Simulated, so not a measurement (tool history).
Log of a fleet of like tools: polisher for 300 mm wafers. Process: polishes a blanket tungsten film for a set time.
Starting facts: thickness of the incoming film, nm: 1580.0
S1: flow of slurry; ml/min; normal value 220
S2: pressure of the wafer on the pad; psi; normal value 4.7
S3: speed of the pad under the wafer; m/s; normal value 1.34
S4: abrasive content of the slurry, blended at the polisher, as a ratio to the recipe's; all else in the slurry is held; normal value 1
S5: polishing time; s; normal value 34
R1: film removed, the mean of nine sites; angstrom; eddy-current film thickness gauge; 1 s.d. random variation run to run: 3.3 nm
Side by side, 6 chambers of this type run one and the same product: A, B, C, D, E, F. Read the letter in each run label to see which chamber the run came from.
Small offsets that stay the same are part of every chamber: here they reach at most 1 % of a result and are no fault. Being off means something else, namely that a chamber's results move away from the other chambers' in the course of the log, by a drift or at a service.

run	hour	S1	S2	S3	S4	S5	R1
# hour 1.4: chamber C: slurry tank refilled with fresh slurry and peroxide
1C	7.8	220	4.7	1.34	1	34	2764.8
2D	15.1	220	4.7	1.34	1	34	2735
3E	21.7	220	4.7	1.34	1	34	2704.9
# hour 26.3: chamber A: worn pad replaced by a new one
# hour 26.7: chamber D: slurry tank refilled with fresh slurry and peroxide
4A	29.3	220	4.7	1.34	1	34	2832.1
# hour 39.6: chamber E: slurry blender recalibrated
5F	41.7	220	4.7	1.34	1	34	2726
# hour 44.5: chamber E: slurry nozzle cleaned
6B	49.5	220	4.7	1.34	1	34	2803.8
# hour 51.7: chamber C: worn pad replaced by a new one
# hour 52.8: chamber A: slurry tank refilled with fresh slurry and peroxide
# hour 56.8: chamber F: worn pad replaced by a new one
# hour 57.1: chamber D: slurry nozzle cleaned
7C	57.4	220	4.7	1.34	1	34	2793.1
# hour 58.3: chamber E: worn pad replaced by a new one
# hour 63.2: chamber E: slurry tank refilled with fresh slurry and peroxide
8F	66.2	220	4.7	1.34	1	34	2752.3
# hour 71.1: chamber D: worn pad replaced by a new one
9A	72.6	220	4.7	1.34	1	34	2852.5
10B	80.3	220	4.7	1.34	1	34	2778.7
# hour 83.4: chamber C: slurry blender recalibrated
# hour 83.5: chamber B: worn pad replaced by a new one
11E	90.2	220	4.7	1.34	1	34	2758.2
12D	98.5	220	4.7	1.34	1	34	2719.1
13C	109.9	220	4.7	1.34	1	34	2716.9
# hour 112.6: chamber D: slurry tank refilled with fresh slurry and peroxide
# hour 118.4: chamber A: worn pad replaced by a new one
14D	121.4	220	4.7	1.34	1	34	2724.6
# hour 121.8: chamber B: slurry tank refilled with fresh slurry and peroxide
# hour 130.2: chamber B: head pressure recalibrated
# hour 130.3: chamber E: worn pad replaced by a new one
15A	131.5	220	4.7	1.34	1	34	2797.1
# hour 131.9: chamber C: worn pad replaced by a new one
# hour 132: chamber A: slurry tank refilled with fresh slurry and peroxide
# hour 140.1: chamber F: worn pad replaced by a new one
16E	145.4	220	4.7	1.34	1	34	2733.1
# hour 150.6: chamber E: slurry tank refilled with fresh slurry and peroxide
17B	153.5	220	4.7	1.34	1	34	2787.2
# hour 153.6: chamber D: worn pad replaced by a new one
18F	161.1	220	4.7	1.34	1	34	2698.2
# hour 168.6: chamber B: worn pad replaced by a new one
19B	170.3	265	4.7	1.34	1	34	2842.1
# hour 177.2: chamber C: slurry tank refilled with fresh slurry and peroxide
20E	184.1	265	4.7	1.34	1	34	2794
# hour 184.3: chamber B: slurry blender recalibrated
21A	196.9	265	4.7	1.34	1	34	2833.8
# hour 199.1: chamber C: slurry nozzle cleaned
# hour 203: chamber A: worn pad replaced by a new one
22D	204.3	265	4.7	1.34	1	34	2786.5
# hour 207.9: chamber A: slurry blender recalibrated
# hour 210.5: chamber A: slurry tank refilled with fresh slurry and peroxide
# hour 211.9: chamber E: worn pad replaced by a new one
23C	214.6	265	4.7	1.34	1	34	2844.3
# hour 215: chamber E: slurry blender recalibrated
# hour 216.4: chamber F: worn pad replaced by a new one
# hour 223.1: chamber D: slurry tank refilled with fresh slurry and peroxide
# hour 224.3: chamber C: worn pad replaced by a new one
24F	226.3	265	4.7	1.34	1	34	2722.6
25D	235.3	220	4.7	1.34	1	34	2700.2
# hour 238.8: chamber E: slurry tank refilled with fresh slurry and peroxide
# hour 240.4: chamber D: worn pad replaced by a new one
# hour 243.6: chamber B: slurry tank refilled with fresh slurry and peroxide
26F	247.3	220	4.7	1.34	1	34	2671.3
# hour 251.5: chamber C: head pressure recalibrated
27C	254.9	220	4.7	1.34	1	34	2796
# hour 257: chamber B: worn pad replaced by a new one
# hour 264: chamber F: slurry blender recalibrated
28B	265.1	220	4.7	1.34	1	34	2846.9
29E	275.7	220	4.7	1.34	1	34	2787.5
# hour 281.3: chamber A: slurry tank refilled with fresh slurry and peroxide
30A	284	220	4.7	1.34	1	34	2832.1
# hour 287.7: chamber A: worn pad replaced by a new one
# hour 288.2: chamber E: worn pad replaced by a new one
# hour 289.5: chamber F: worn pad replaced by a new one
31F	290.4	220	4.7	1.34	1	34	2648.5
# hour 298.7: chamber C: worn pad replaced by a new one
32B	300.8	220	4.7	1.34	1	34	2713.5
33C	310	220	4.7	1.34	1	34	2766.5
# hour 312.6: chamber E: slurry tank refilled with fresh slurry and peroxide
# hour 313.8: chamber D: worn pad replaced by a new one
34A	316.3	220	4.7	1.34	1	34	2879.8
35D	328.8	220	4.7	1.34	1	34	2719.6
# hour 330.5: chamber D: slurry tank refilled with fresh slurry and peroxide
# hour 335.3: chamber D: slurry blender recalibrated
36E	335.7	220	4.7	1.34	1	34	2803.9
# hour 343.6: chamber B: worn pad replaced by a new one
37E	348	220	4.7	1.34	1	34	2750.8
# hour 349.3: chamber C: slurry tank refilled with fresh slurry and peroxide
38B	357	220	4.7	1.34	1	34	2764.9
# hour 359.8: chamber A: worn pad replaced by a new one
# hour 361.8: chamber F: worn pad replaced by a new one
39D	366.3	220	4.7	1.34	1	34	2767.8
# hour 368.2: chamber A: slurry tank refilled with fresh slurry and peroxide
40F	375	220	4.7	1.34	1	34	2608.1
41C	385.2	220	4	1.34	1	39	2651.9
42A	392.7	220	4	1.34	1	39	2739.6
43F	403.4	220	4	1.34	1	39	2443.5

One chamber off, gauge drift, or nothing amiss beyond the chambers' own small offsets? If it is a chamber, which one, and what is the likeliest cause?

One chamber, F, drifts off from the rest bit by bit.
Most likely cause: peroxide lost from the slurry, % = 19.7.
The log might look much the same if the cause were instead: slurry flow missing at the pad, %; head's pressure below its setpoint, %.

Below are 4 candidate recipes for chamber F's next run, each the usual settings with a change, their results shown as question marks. Which of them brings F's results back in line with what the other chambers give on the usual settings?
To be in line, a result may differ from the other chambers' mean on the usual settings by at most: R1 120 angstrom
44F-1	413.6	220	4	1.34	1	34	?
44F-2	413.6	220	4.6	1.3	1	33	?
44F-3	413.6	220	5	1.42	1	36	?
44F-4	413.6	220	4.8	1.38	1	35	?

Usual-settings mean across the other chambers: R1 2765.5 angstrom
run	R1
44F-1	2140.7
44F-2	2319.3
44F-3	3000.5
44F-4	2722.6
The answer is 44F-4, which returns the chamber to within the allowed miss of the others.
